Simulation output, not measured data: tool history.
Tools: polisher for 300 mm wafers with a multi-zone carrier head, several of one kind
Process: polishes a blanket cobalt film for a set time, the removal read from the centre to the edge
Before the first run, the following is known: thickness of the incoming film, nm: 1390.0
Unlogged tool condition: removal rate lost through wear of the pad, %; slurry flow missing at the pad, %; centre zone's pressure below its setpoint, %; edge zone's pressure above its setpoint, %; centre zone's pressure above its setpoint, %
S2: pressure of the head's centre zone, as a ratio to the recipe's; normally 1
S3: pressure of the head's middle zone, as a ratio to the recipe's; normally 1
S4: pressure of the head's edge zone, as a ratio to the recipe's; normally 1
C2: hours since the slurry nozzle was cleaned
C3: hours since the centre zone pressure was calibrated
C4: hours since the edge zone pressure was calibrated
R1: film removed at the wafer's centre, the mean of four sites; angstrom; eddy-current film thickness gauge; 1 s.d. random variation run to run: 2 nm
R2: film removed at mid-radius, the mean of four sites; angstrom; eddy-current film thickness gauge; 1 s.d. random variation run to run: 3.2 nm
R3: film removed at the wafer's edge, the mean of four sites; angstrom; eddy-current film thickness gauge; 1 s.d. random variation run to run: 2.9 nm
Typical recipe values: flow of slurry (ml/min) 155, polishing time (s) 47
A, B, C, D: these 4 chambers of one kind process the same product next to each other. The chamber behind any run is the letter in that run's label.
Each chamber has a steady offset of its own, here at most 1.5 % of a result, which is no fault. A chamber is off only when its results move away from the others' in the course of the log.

{"hour": 4.1, "done": "chamber C: worn pad replaced by a new one"}
{"hour": 6.0, "done": "chamber A: worn pad replaced by a new one"}
{"run": "1B", "hour": 6.2, "flow of slurry (ml/min)": 155, "S2": 1, "S3": 1, "S4": 1, "polishing time (s)": 47, "wafers polished on this pad": 573, "C2": 85.1, "C3": 1197.8, "C4": 377.6, "R1": 2691.8, "R2": 2675.3, "R3": 2655.1}
{"run": "2C", "hour": 10.0, "flow of slurry (ml/min)": 155, "S2": 1, "S3": 1, "S4": 1, "polishing time (s)": 47, "wafers polished on this pad": 40, "C2": 838.4, "C3": 652.1, "C4": 217.7, "R1": 2714.9, "R2": 2677.2, "R3": 2713.6}
{"run": "3A", "hour": 17.8, "flow of slurry (ml/min)": 155, "S2": 1, "S3": 1, "S4": 1, "polishing time (s)": 47, "wafers polished on this pad": 81, "C2": 666.1, "C3": 1279.8, "C4": 1079, "R1": 2721.3, "R2": 2695.3, "R3": 2733.3}
{"run": "4D", "hour": 22.2, "flow of slurry (ml/min)": 155, "S2": 1, "S3": 1, "S4": 1, "polishing time (s)": 47, "wafers polished on this pad": 561, "C2": 169.6, "C3": 102.5, "C4": 327.5, "R1": 2748.5, "R2": 2687.2, "R3": 2686.9}
{"hour": 25.4, "done": "chamber D: worn pad replaced by a new one"}
{"run": "5B", "hour": 29.3, "flow of slurry (ml/min)": 155, "S2": 1, "S3": 1, "S4": 1, "polishing time (s)": 47, "wafers polished on this pad": 733, "C2": 108.2, "C3": 1220.9, "C4": 400.7, "R1": 2740.8, "R2": 2711.8, "R3": 2650.4}
{"run": "6C", "hour": 34.4, "flow of slurry (ml/min)": 155, "S2": 1, "S3": 1, "S4": 1, "polishing time (s)": 47, "wafers polished on this pad": 209, "C2": 862.8, "C3": 676.5, "C4": 242.1, "R1": 2734.2, "R2": 2700.7, "R3": 2780.3}
{"run": "7A", "hour": 42.7, "flow of slurry (ml/min)": 155, "S2": 1, "S3": 1, "S4": 1, "polishing time (s)": 47, "wafers polished on this pad": 253, "C2": 691, "C3": 1304.7, "C4": 1103.9, "R1": 2679, "R2": 2686.4, "R3": 2688.7}
{"hour": 50.8, "done": "chamber B: worn pad replaced by a new one"}
{"run": "8D", "hour": 51.1, "flow of slurry (ml/min)": 155, "S2": 1, "S3": 1, "S4": 1, "polishing time (s)": 47, "wafers polished on this pad": 177, "C2": 198.5, "C3": 131.4, "C4": 356.4, "R1": 2735.3, "R2": 2718.2, "R3": 2709.1}
{"run": "9D", "hour": 54.9, "flow of slurry (ml/min)": 155, "S2": 1, "S3": 1, "S4": 1, "polishing time (s)": 47, "wafers polished on this pad": 203, "C2": 202.3, "C3": 135.2, "C4": 360.2, "R1": 2736.9, "R2": 2726, "R3": 2719.3}
{"run": "10C", "hour": 62.5, "flow of slurry (ml/min)": 155, "S2": 1, "S3": 1, "S4": 1, "polishing time (s)": 47, "wafers polished on this pad": 402, "C2": 890.9, "C3": 704.6, "C4": 270.2, "R1": 2712.6, "R2": 2745.5, "R3": 2709.5}
{"run": "11A", "hour": 67.8, "flow of slurry (ml/min)": 155, "S2": 1, "S3": 1, "S4": 1, "polishing time (s)": 47, "wafers polished on this pad": 426, "C2": 716.1, "C3": 1329.8, "C4": 1129, "R1": 2731.4, "R2": 2638.6, "R3": 2697.6}
{"run": "12B", "hour": 74.2, "flow of slurry (ml/min)": 155, "S2": 1, "S3": 1, "S4": 1, "polishing time (s)": 47, "wafers polished on this pad": 161, "C2": 153.1, "C3": 1265.8, "C4": 445.6, "R1": 2724.4, "R2": 2686.7, "R3": 2629.1}
{"hour": 80.7, "done": "chamber A: edge zone pressure recalibrated"}
{"run": "13B", "hour": 82.6, "flow of slurry (ml/min)": 155, "S2": 1, "S3": 1, "S4": 1.07, "polishing time (s)": 57, "wafers polished on this pad": 219, "C2": 161.5, "C3": 1274.2, "C4": 454, "R1": 3264.6, "R2": 3302.3, "R3": 3426.3}
{"run": "14D", "hour": 86.4, "flow of slurry (ml/min)": 155, "S2": 1, "S3": 1, "S4": 1.07, "polishing time (s)": 57, "wafers polished on this pad": 420, "C2": 233.8, "C3": 166.7, "C4": 391.7, "R1": 3291.6, "R2": 3193.7, "R3": 3415}
{"hour": 90.3, "done": "chamber C: worn pad replaced by a new one"}
{"hour": 90.6, "done": "chamber B: centre zone pressure recalibrated"}
{"run": "15A", "hour": 92.5, "flow of slurry (ml/min)": 155, "S2": 1, "S3": 1, "S4": 1.07, "polishing time (s)": 57, "wafers polished on this pad": 596, "C2": 740.8, "C3": 1354.5, "C4": 11.9, "R1": 3282.3, "R2": 3291.5, "R3": 3398.3}
{"run": "16C", "hour": 97.2, "flow of slurry (ml/min)": 155, "S2": 1, "S3": 1, "S4": 1.07, "polishing time (s)": 57, "wafers polished on this pad": 48, "C2": 925.6, "C3": 739.3, "C4": 304.9, "R1": 3268.2, "R2": 3239.1, "R3": 3405.5}
{"run": "17A", "hour": 104.3, "flow of slurry (ml/min)": 155, "S2": 1, "S3": 1, "S4": 1, "polishing time (s)": 47, "wafers polished on this pad": 678, "C2": 752.6, "C3": 1366.3, "C4": 23.7, "R1": 2728, "R2": 2722.8, "R3": 2669.6}
{"hour": 108.1, "done": "chamber D: worn pad replaced by a new one"}
{"hour": 109.0, "done": "chamber A: slurry nozzle cleaned"}
{"hour": 109.2, "done": "chamber A: centre zone pressure recalibrated"}
{"run": "18B", "hour": 109.7, "flow of slurry (ml/min)": 155, "S2": 1, "S3": 0.9, "S4": 1, "polishing time (s)": 47, "wafers polished on this pad": 406, "C2": 188.6, "C3": 19.2, "C4": 481.1, "R1": 2807.9, "R2": 2460.4, "R3": 2666.7}
{"run": "19D", "hour": 117.7, "flow of slurry (ml/min)": 155, "S2": 1, "S3": 0.9, "S4": 1, "polishing time (s)": 47, "wafers polished on this pad": 66, "C2": 265.1, "C3": 198, "C4": 423, "R1": 2717.2, "R2": 2402, "R3": 2736.4}
{"run": "20C", "hour": 122.1, "flow of slurry (ml/min)": 155, "S2": 1, "S3": 0.9, "S4": 1, "polishing time (s)": 47, "wafers polished on this pad": 219, "C2": 950.5, "C3": 764.2, "C4": 329.8, "R1": 2715.7, "R2": 2507.3, "R3": 2701.3}
{"run": "21B", "hour": 126.8, "flow of slurry (ml/min)": 155, "S2": 1, "S3": 0.9, "S4": 1, "polishing time (s)": 47, "wafers polished on this pad": 524, "C2": 205.7, "C3": 36.3, "C4": 498.2, "R1": 2832.8, "R2": 2457.1, "R3": 2719.2}
{"run": "22D", "hour": 133.3, "flow of slurry (ml/min)": 155, "S2": 1, "S3": 1, "S4": 1, "polishing time (s)": 47, "wafers polished on this pad": 173, "C2": 280.7, "C3": 213.6, "C4": 438.6, "R1": 2743.3, "R2": 2725.4, "R3": 2680.6}
{"run": "23A", "hour": 138.7, "flow of slurry (ml/min)": 155, "S2": 1, "S3": 1, "S4": 1, "polishing time (s)": 47, "wafers polished on this pad": 915, "C2": 29.7, "C3": 29.6, "C4": 58.1, "R1": 2697.8, "R2": 2722.4, "R3": 2705.2}
{"hour": 143.1, "done": "chamber C: centre zone pressure recalibrated"}
{"run": "24C", "hour": 147.0, "flow of slurry (ml/min)": 155, "S2": 1, "S3": 1, "S4": 1, "polishing time (s)": 47, "wafers polished on this pad": 391, "C2": 975.4, "C3": 3.9, "C4": 354.7, "R1": 2723.7, "R2": 2736.5, "R3": 2754.3}
{"run": "25B", "hour": 152.4, "flow of slurry (ml/min)": 155, "S2": 1, "S3": 1, "S4": 1, "polishing time (s)": 47, "wafers polished on this pad": 700, "C2": 231.3, "C3": 61.9, "C4": 523.8, "R1": 2842.2, "R2": 2688.5, "R3": 2688.1}
{"hour": 158.0, "done": "chamber C: slurry nozzle cleaned"}
{"run": "26D", "hour": 158.5, "flow of slurry (ml/min)": 155, "S2": 1, "S3": 1, "S4": 0.92, "polishing time (s)": 47, "wafers polished on this pad": 347, "C2": 305.9, "C3": 238.8, "C4": 463.8, "R1": 2767.4, "R2": 2666.6, "R3": 2629.5}
{"hour": 162.6, "done": "chamber A: worn pad replaced by a new one"}
{"run": "27C", "hour": 162.8, "flow of slurry (ml/min)": 155, "S2": 1, "S3": 1, "S4": 0.92, "polishing time (s)": 47, "wafers polished on this pad": 500, "C2": 4.8, "C3": 19.7, "C4": 370.5, "R1": 2708.1, "R2": 2660.2, "R3": 2583.9}
{"hour": 167.4, "done": "chamber B: worn pad replaced by a new one"}
{"run": "28A", "hour": 170.1, "flow of slurry (ml/min)": 155, "S2": 1, "S3": 1, "S4": 0.92, "polishing time (s)": 47, "wafers polished on this pad": 51, "C2": 61.1, "C3": 61, "C4": 89.5, "R1": 2714.2, "R2": 2652.3, "R3": 2559.7}
{"hour": 178.2, "done": "chamber C: worn pad replaced by a new one"}
{"run": "29B", "hour": 178.6, "flow of slurry (ml/min)": 155, "S2": 1, "S3": 1, "S4": 0.92, "polishing time (s)": 47, "wafers polished on this pad": 77, "C2": 257.5, "C3": 88.1, "C4": 550, "R1": 2816, "R2": 2673.5, "R3": 2645.2}
{"run": "30C", "hour": 184.6, "flow of slurry (ml/min)": 155, "S2": 1, "S3": 1, "S4": 1, "polishing time (s)": 47, "wafers polished on this pad": 44, "C2": 26.6, "C3": 41.5, "C4": 392.3, "R1": 2707.7, "R2": 2662.6, "R3": 2746.3}
{"run": "31D", "hour": 188.7, "flow of slurry (ml/min)": 155, "S2": 1, "S3": 1, "S4": 1, "polishing time (s)": 47, "wafers polished on this pad": 555, "C2": 336.1, "C3": 269, "C4": 494, "R1": 2716.6, "R2": 2703.7, "R3": 2712.2}
{"run": "32A", "hour": 194.8, "flow of slurry (ml/min)": 155, "S2": 1, "S3": 1, "S4": 1, "polishing time (s)": 47, "wafers polished on this pad": 222, "C2": 85.8, "C3": 85.7, "C4": 114.2, "R1": 2764.1, "R2": 2687.4, "R3": 2700.2}
{"hour": 197.6, "done": "chamber C: edge zone pressure recalibrated"}
{"run": "33C", "hour": 203.1, "flow of slurry (ml/min)": 155, "S2": 1, "S3": 1, "S4": 1, "polishing time (s)": 47, "wafers polished on this pad": 171, "C2": 45.1, "C3": 60, "C4": 5.5, "R1": 2712.6, "R2": 2685.3, "R3": 2775}

All chambers now run identical settings, listed one chamber a line with results as question marks. What results will each chamber show?
{"run": "34A", "hour": 209.5, "flow of slurry (ml/min)": 155, "S2": 0.9, "S3": 1, "S4": 1, "polishing time (s)": 47, "R1": "?", "R2": "?", "R3": "?"}
{"run": "34B", "hour": 209.5, "flow of slurry (ml/min)": 155, "S2": 0.9, "S3": 1, "S4": 1, "polishing time (s)": 47, "R1": "?", "R2": "?", "R3": "?"}
{"run": "34C", "hour": 209.5, "flow of slurry (ml/min)": 155, "S2": 0.9, "S3": 1, "S4": 1, "polishing time (s)": 47, "R1": "?", "R2": "?", "R3": "?"}
{"run": "34D", "hour": 209.5, "flow of slurry (ml/min)": 155, "S2": 0.9, "S3": 1, "S4": 1, "polishing time (s)": 47, "R1": "?", "R2": "?", "R3": "?"}

run=34A R1=2416.8 R2=2695.5 R3=2737.1
run=34B R1=2538.9 R2=2705.8 R3=2690.9
run=34C R1=2424.7 R2=2711.2 R3=2789.2
run=34D R1=2441.1 R2=2747.5 R3=2752.1

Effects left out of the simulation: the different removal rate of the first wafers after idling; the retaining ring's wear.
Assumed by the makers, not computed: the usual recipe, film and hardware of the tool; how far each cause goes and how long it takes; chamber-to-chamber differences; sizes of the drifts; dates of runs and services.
